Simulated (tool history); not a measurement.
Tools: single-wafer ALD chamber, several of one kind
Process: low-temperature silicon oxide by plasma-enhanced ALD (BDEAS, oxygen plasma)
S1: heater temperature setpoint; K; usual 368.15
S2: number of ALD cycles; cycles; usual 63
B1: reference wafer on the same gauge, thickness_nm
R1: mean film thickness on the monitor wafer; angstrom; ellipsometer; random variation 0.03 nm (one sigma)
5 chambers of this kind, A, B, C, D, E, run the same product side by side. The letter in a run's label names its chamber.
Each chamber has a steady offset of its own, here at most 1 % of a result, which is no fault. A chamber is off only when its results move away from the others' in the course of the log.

run,hour,S1,S2,B1,R1
1D,2.9,368.15,63,9.6942,92.594
2C,5.7,368.15,63,9.7041,91.314
3E,9.8,368.15,63,9.7011,90.847
# hour 11.8: chamber B: thermocouple changed; heater temperature recalibrated
4A,13.9,368.15,63,9.6941,91.398
5B,15.9,368.15,63,9.6979,92.267
6E,19,368.15,74,9.6964,107.06
7A,21.5,368.15,74,9.7105,107
8B,24.2,368.15,74,9.694,107.22
9D,26.6,368.15,74,9.6972,107.37
10C,30.6,368.15,74,9.6965,107.49
11A,34.4,368.15,63,9.6926,90.913
12B,38.1,368.15,63,9.7047,91.742
13C,40.7,368.15,63,9.7083,91.647
14E,44.1,368.15,63,9.6984,90.806
15D,47.2,368.15,63,9.706,92.001
16A,49.2,368.15,63,9.7028,90.839
17B,52.5,368.15,69,9.695,100.62
18E,54.9,368.15,69,9.7095,99.985
19D,58.8,368.15,69,9.7033,100.97
20C,61.2,368.15,69,9.6969,100.12
21E,64.4,368.15,69,9.6996,100.42
22B,67.6,368.15,63,9.7012,91.912
23D,69.5,354.15,56,9.7037,86.449
24A,72.1,354.15,56,9.7091,85.335
25C,75.2,354.15,56,9.7046,85.364
26A,79.5,354.15,56,9.7022,84.975
27B,83.7,354.15,56,9.6972,85.835
28C,88.1,368.15,63,9.7011,91.572
29D,90.5,368.15,63,9.7019,92.248
30E,94,368.15,63,9.6971,91.177
31D,96.1,368.15,63,9.6989,92.198
32E,98.5,368.15,63,9.7024,91.112
33B,102.3,368.15,63,9.6967,92.412
34C,104.6,368.15,63,9.6983,91.803

All 5 chambers run these settings next. Forecast each chamber's results:
35A,107.7,368.15,63,,?
35B,107.7,368.15,63,,?
35C,107.7,368.15,63,,?
35D,107.7,368.15,63,,?
35E,107.7,368.15,63,,?

run,R1
35A,91.445
35B,91.982
35C,91.376
35D,92.39
35E,91.035
